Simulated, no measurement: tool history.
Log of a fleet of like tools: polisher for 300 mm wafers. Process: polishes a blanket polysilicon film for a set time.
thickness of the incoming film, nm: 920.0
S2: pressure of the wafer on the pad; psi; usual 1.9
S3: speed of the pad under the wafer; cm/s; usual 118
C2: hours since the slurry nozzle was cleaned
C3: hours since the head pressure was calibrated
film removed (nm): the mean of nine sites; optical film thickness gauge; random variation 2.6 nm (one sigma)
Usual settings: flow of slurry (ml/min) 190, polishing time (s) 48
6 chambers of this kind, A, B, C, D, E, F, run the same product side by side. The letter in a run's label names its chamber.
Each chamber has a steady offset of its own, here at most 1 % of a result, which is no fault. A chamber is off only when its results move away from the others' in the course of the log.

{"run": "1E", "hour": 2.2, "flow of slurry (ml/min)": 190, "S2": 1.9, "S3": 118, "polishing time (s)": 48, "wafers polished on this pad": 87, "C2": 113.1, "C3": 457.5, "film removed (nm)": 262.77}
{"run": "2D", "hour": 6.7, "flow of slurry (ml/min)": 190, "S2": 1.9, "S3": 118, "polishing time (s)": 48, "wafers polished on this pad": 715, "C2": 174.6, "C3": 134.7, "film removed (nm)": 265.03}
{"run": "3B", "hour": 9.9, "flow of slurry (ml/min)": 190, "S2": 1.9, "S3": 118, "polishing time (s)": 48, "wafers polished on this pad": 241, "C2": 372.9, "C3": 1169.6, "film removed (nm)": 263.63}
{"run": "4C", "hour": 12.7, "flow of slurry (ml/min)": 190, "S2": 1.9, "S3": 118, "polishing time (s)": 48, "wafers polished on this pad": 396, "C2": 337.4, "C3": 20.6, "film removed (nm)": 260.16}
{"run": "5A", "hour": 16.1, "flow of slurry (ml/min)": 190, "S2": 1.9, "S3": 118, "polishing time (s)": 48, "wafers polished on this pad": 431, "C2": 567.4, "C3": 668.9, "film removed (nm)": 264.12}
{"run": "6F", "hour": 20.0, "flow of slurry (ml/min)": 155, "S2": 1.9, "S3": 118, "polishing time (s)": 36, "wafers polished on this pad": 484, "C2": 266.2, "C3": 64.3, "film removed (nm)": 189.33}
{"run": "7E", "hour": 24.1, "flow of slurry (ml/min)": 155, "S2": 1.9, "S3": 118, "polishing time (s)": 36, "wafers polished on this pad": 247, "C2": 135, "C3": 479.4, "film removed (nm)": 189.88}
{"run": "8C", "hour": 27.1, "flow of slurry (ml/min)": 155, "S2": 1.9, "S3": 118, "polishing time (s)": 36, "wafers polished on this pad": 501, "C2": 351.8, "C3": 35, "film removed (nm)": 191.69}
{"run": "9D", "hour": 29.7, "flow of slurry (ml/min)": 155, "S2": 1.9, "S3": 118, "polishing time (s)": 36, "wafers polished on this pad": 883, "C2": 197.6, "C3": 157.7, "film removed (nm)": 189.55}
{"run": "10F", "hour": 34.1, "flow of slurry (ml/min)": 155, "S2": 1.9, "S3": 118, "polishing time (s)": 36, "wafers polished on this pad": 587, "C2": 280.3, "C3": 78.4, "film removed (nm)": 192.02}
{"run": "11B", "hour": 37.4, "flow of slurry (ml/min)": 155, "S2": 1.9, "S3": 118, "polishing time (s)": 36, "wafers polished on this pad": 442, "C2": 400.4, "C3": 1197.1, "film removed (nm)": 191.59}
{"run": "12A", "hour": 41.4, "flow of slurry (ml/min)": 190, "S2": 1.9, "S3": 118, "polishing time (s)": 48, "wafers polished on this pad": 615, "C2": 592.7, "C3": 694.2, "film removed (nm)": 263.38}
{"run": "13D", "hour": 44.5, "flow of slurry (ml/min)": 145, "S2": 1.9, "S3": 150, "polishing time (s)": 48, "wafers polished on this pad": 991, "C2": 212.4, "C3": 172.5, "film removed (nm)": 325.27}
{"hour": 45.0, "done": "chamber B: slurry nozzle cleaned"}
{"run": "14C", "hour": 48.8, "flow of slurry (ml/min)": 145, "S2": 1.9, "S3": 150, "polishing time (s)": 48, "wafers polished on this pad": 659, "C2": 373.5, "C3": 56.7, "film removed (nm)": 313.86}
{"run": "15A", "hour": 51.4, "flow of slurry (ml/min)": 145, "S2": 1.9, "S3": 150, "polishing time (s)": 48, "wafers polished on this pad": 688, "C2": 602.7, "C3": 704.2, "film removed (nm)": 313.8}
{"run": "16E", "hour": 55.0, "flow of slurry (ml/min)": 145, "S2": 1.9, "S3": 150, "polishing time (s)": 48, "wafers polished on this pad": 472, "C2": 165.9, "C3": 510.3, "film removed (nm)": 314.24}
{"hour": 57.5, "done": "chamber D: worn pad replaced by a new one"}
{"run": "17B", "hour": 57.9, "flow of slurry (ml/min)": 145, "S2": 1.9, "S3": 150, "polishing time (s)": 48, "wafers polished on this pad": 592, "C2": 12.9, "C3": 1217.6, "film removed (nm)": 321.96}
{"run": "18F", "hour": 60.8, "flow of slurry (ml/min)": 145, "S2": 1.9, "S3": 150, "polishing time (s)": 48, "wafers polished on this pad": 781, "C2": 307, "C3": 105.1, "film removed (nm)": 321.63}
{"hour": 62.0, "done": "chamber C: slurry nozzle cleaned"}
{"run": "19D", "hour": 64.2, "flow of slurry (ml/min)": 190, "S2": 1.9, "S3": 118, "polishing time (s)": 48, "wafers polished on this pad": 49, "C2": 232.1, "C3": 192.2, "film removed (nm)": 262.84}
{"run": "20E", "hour": 66.9, "flow of slurry (ml/min)": 190, "S2": 1.9, "S3": 118, "polishing time (s)": 48, "wafers polished on this pad": 559, "C2": 177.8, "C3": 522.2, "film removed (nm)": 262.06}
{"run": "21F", "hour": 70.8, "flow of slurry (ml/min)": 225, "S2": 1.9, "S3": 118, "polishing time (s)": 33, "wafers polished on this pad": 854, "C2": 317, "C3": 115.1, "film removed (nm)": 183.84}
{"run": "22A", "hour": 73.1, "flow of slurry (ml/min)": 225, "S2": 1.9, "S3": 118, "polishing time (s)": 33, "wafers polished on this pad": 846, "C2": 624.4, "C3": 725.9, "film removed (nm)": 185.96}
{"run": "23B", "hour": 75.3, "flow of slurry (ml/min)": 225, "S2": 1.9, "S3": 118, "polishing time (s)": 33, "wafers polished on this pad": 719, "C2": 30.3, "C3": 1235, "film removed (nm)": 182.13}
{"run": "24C", "hour": 78.0, "flow of slurry (ml/min)": 225, "S2": 1.9, "S3": 118, "polishing time (s)": 33, "wafers polished on this pad": 872, "C2": 16, "C3": 85.9, "film removed (nm)": 180.78}
{"run": "25F", "hour": 81.9, "flow of slurry (ml/min)": 225, "S2": 1.9, "S3": 118, "polishing time (s)": 33, "wafers polished on this pad": 935, "C2": 328.1, "C3": 126.2, "film removed (nm)": 183.08}
{"hour": 84.1, "done": "chamber E: slurry nozzle cleaned"}
{"run": "26B", "hour": 84.1, "flow of slurry (ml/min)": 225, "S2": 1.9, "S3": 118, "polishing time (s)": 33, "wafers polished on this pad": 783, "C2": 39.1, "C3": 1243.8, "film removed (nm)": 181.8}
{"hour": 84.6, "done": "chamber A: head pressure recalibrated"}
{"run": "27A", "hour": 88.0, "flow of slurry (ml/min)": 190, "S2": 1.9, "S3": 118, "polishing time (s)": 48, "wafers polished on this pad": 955, "C2": 639.3, "C3": 3.4, "film removed (nm)": 262.56}
{"hour": 91.3, "done": "chamber A: slurry nozzle cleaned"}
{"run": "28E", "hour": 91.7, "flow of slurry (ml/min)": 190, "S2": 1.9, "S3": 118, "polishing time (s)": 48, "wafers polished on this pad": 740, "C2": 7.6, "C3": 547, "film removed (nm)": 260.13}
{"hour": 93.4, "done": "chamber C: worn pad replaced by a new one"}
{"run": "29C", "hour": 95.0, "flow of slurry (ml/min)": 190, "S2": 1.9, "S3": 118, "polishing time (s)": 48, "wafers polished on this pad": 12, "C2": 33, "C3": 102.9, "film removed (nm)": 262.98}
{"run": "30D", "hour": 99.2, "flow of slurry (ml/min)": 190, "S2": 1.9, "S3": 118, "polishing time (s)": 48, "wafers polished on this pad": 304, "C2": 267.1, "C3": 227.2, "film removed (nm)": 263.81}
{"run": "31D", "hour": 103.4, "flow of slurry (ml/min)": 190, "S2": 1.9, "S3": 118, "polishing time (s)": 48, "wafers polished on this pad": 335, "C2": 271.3, "C3": 231.4, "film removed (nm)": 267.16}
{"run": "32F", "hour": 107.4, "flow of slurry (ml/min)": 190, "S2": 1.9, "S3": 118, "polishing time (s)": 48, "wafers polished on this pad": 1121, "C2": 353.6, "C3": 151.7, "film removed (nm)": 259.35}
{"run": "33A", "hour": 109.6, "flow of slurry (ml/min)": 190, "S2": 1.9, "S3": 118, "polishing time (s)": 48, "wafers polished on this pad": 1113, "C2": 18.3, "C3": 25, "film removed (nm)": 260.42}
{"run": "34B", "hour": 111.7, "flow of slurry (ml/min)": 190, "S2": 1.9, "S3": 118, "polishing time (s)": 48, "wafers polished on this pad": 984, "C2": 66.7, "C3": 1271.4, "film removed (nm)": 264.32}
{"run": "35C", "hour": 115.2, "flow of slurry (ml/min)": 190, "S2": 1.9, "S3": 118, "polishing time (s)": 48, "wafers polished on this pad": 159, "C2": 53.2, "C3": 123.1, "film removed (nm)": 257.81}
{"run": "36E", "hour": 119.0, "flow of slurry (ml/min)": 190, "S2": 1.9, "S3": 118, "polishing time (s)": 48, "wafers polished on this pad": 939, "C2": 34.9, "C3": 574.3, "film removed (nm)": 261.63}

Next, every chamber runs the same settings. What will each give?
{"run": "37A", "hour": 122.2, "flow of slurry (ml/min)": 190, "S2": 1.9, "S3": 118, "polishing time (s)": 48, "film removed (nm)": "?"}
{"run": "37B", "hour": 122.2, "flow of slurry (ml/min)": 190, "S2": 1.9, "S3": 118, "polishing time (s)": 48, "film removed (nm)": "?"}
{"run": "37C", "hour": 122.2, "flow of slurry (ml/min)": 190, "S2": 1.9, "S3": 118, "polishing time (s)": 48, "film removed (nm)": "?"}
{"run": "37D", "hour": 122.2, "flow of slurry (ml/min)": 190, "S2": 1.9, "S3": 118, "polishing time (s)": 48, "film removed (nm)": "?"}
{"run": "37E", "hour": 122.2, "flow of slurry (ml/min)": 190, "S2": 1.9, "S3": 118, "polishing time (s)": 48, "film removed (nm)": "?"}
{"run": "37F", "hour": 122.2, "flow of slurry (ml/min)": 190, "S2": 1.9, "S3": 118, "polishing time (s)": 48, "film removed (nm)": "?"}

run=37A film_removed_(nm)=263.77
run=37B film_removed_(nm)=265.35
run=37C film_removed_(nm)=260.3
run=37D film_removed_(nm)=262.22
run=37E film_removed_(nm)=260.3
run=37F film_removed_(nm)=264.55
